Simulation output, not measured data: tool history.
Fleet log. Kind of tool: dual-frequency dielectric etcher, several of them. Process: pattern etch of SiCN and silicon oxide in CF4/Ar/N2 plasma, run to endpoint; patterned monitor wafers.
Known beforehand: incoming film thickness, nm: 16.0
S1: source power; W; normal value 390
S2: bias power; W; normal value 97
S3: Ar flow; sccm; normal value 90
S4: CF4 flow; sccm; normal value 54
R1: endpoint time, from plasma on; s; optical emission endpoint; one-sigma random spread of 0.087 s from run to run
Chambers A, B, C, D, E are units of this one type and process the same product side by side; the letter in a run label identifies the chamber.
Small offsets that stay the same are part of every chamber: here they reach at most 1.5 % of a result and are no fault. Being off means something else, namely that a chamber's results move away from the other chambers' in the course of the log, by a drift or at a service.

| run | day | S1 | S2 | S3 | S4 | R1 |
|---|---|---|---|---|---|---|
| 1C | 0.325 | 390 | 97 | 90 | 54 | 19.437 |
| 2A | 0.733 | 390 | 97 | 90 | 54 | 19.269 |
| 3E | 0.958 | 390 | 97 | 90 | 54 | 19.409 |
| 4D | 1.283 | 390 | 97 | 90 | 54 | 18.944 |
|  | 1.479 | chamber C: wet clean of the chamber |
| 5B | 1.512 | 390 | 97 | 90 | 54 | 19.569 |
| 6A | 1.767 | 390 | 97 | 90 | 54 | 19.498 |
| 7D | 2.021 | 390 | 97 | 90 | 54 | 19.106 |
| 8C | 2.246 | 390 | 97 | 90 | 54 | 19.451 |
| 9B | 2.617 | 390 | 97 | 90 | 54 | 19.380 |
| 10E | 2.979 | 390 | 97 | 90 | 54 | 19.482 |
| 11D | 3.212 | 390 | 97 | 90 | 54 | 19.095 |
| 12C | 3.696 | 390 | 97 | 90 | 54 | 19.356 |
| 13E | 4.175 | 390 | 97 | 90 | 54 | 19.424 |
| 14B | 4.446 | 390 | 97 | 90 | 54 | 19.466 |
| 15A | 4.717 | 390 | 97 | 90 | 54 | 19.275 |
|  | 4.817 | chamber E: wet clean of the chamber |
| 16C | 5.062 | 390 | 97 | 90 | 54 | 19.252 |
| 17D | 5.312 | 390 | 97 | 90 | 54 | 19.129 |
| 18B | 5.529 | 390 | 97 | 90 | 54 | 19.405 |
| 19A | 5.958 | 390 | 97 | 90 | 54 | 19.301 |
| 20E | 6.388 | 390 | 97 | 90 | 54 | 19.464 |
| 21D | 6.671 | 390 | 97 | 90 | 54 | 19.236 |
|  | 6.867 | chamber B: wet clean of the chamber |
| 22C | 7.025 | 390 | 97 | 90 | 54 | 19.454 |
| 23E | 7.479 | 390 | 97 | 90 | 54 | 19.241 |
|  | 7.671 | chamber D: wet clean of the chamber |
| 24B | 7.900 | 390 | 97 | 90 | 54 | 19.356 |
| 25A | 8.238 | 390 | 97 | 90 | 54 | 19.030 |
| 26A | 8.454 | 390 | 97 | 90 | 54 | 18.984 |
| 27B | 8.675 | 390 | 97 | 90 | 44 | 19.875 |
| 28D | 9.067 | 390 | 97 | 90 | 44 | 19.711 |
| 29E | 9.500 | 390 | 97 | 90 | 44 | 20.011 |
| 30C | 9.888 | 390 | 97 | 90 | 44 | 19.901 |
| 31E | 10.167 | 390 | 97 | 90 | 44 | 20.024 |
| 32D | 10.450 | 390 | 97 | 90 | 54 | 19.170 |
| 33A | 10.846 | 390 | 97 | 90 | 54 | 18.663 |
| 34B | 11.246 | 390 | 97 | 90 | 54 | 19.375 |
| 35C | 11.712 | 390 | 97 | 90 | 54 | 19.360 |
| 36E | 12.142 | 390 | 97 | 90 | 54 | 19.491 |
| 37A | 12.588 | 390 | 97 | 90 | 54 | 18.685 |

Next, every chamber runs the same settings. What will each give?
| 38A | 12.938 | 390 | 97 | 90 | 54 | ? |
| 38B | 12.938 | 390 | 97 | 90 | 54 | ? |
| 38C | 12.938 | 390 | 97 | 90 | 54 | ? |
| 38D | 12.938 | 390 | 97 | 90 | 54 | ? |
| 38E | 12.938 | 390 | 97 | 90 | 54 | ? |

| run | R1 |
|---|---|
| 38A | 18.623 |
| 38B | 19.400 |
| 38C | 19.409 |
| 38D | 19.126 |
| 38E | 19.435 |
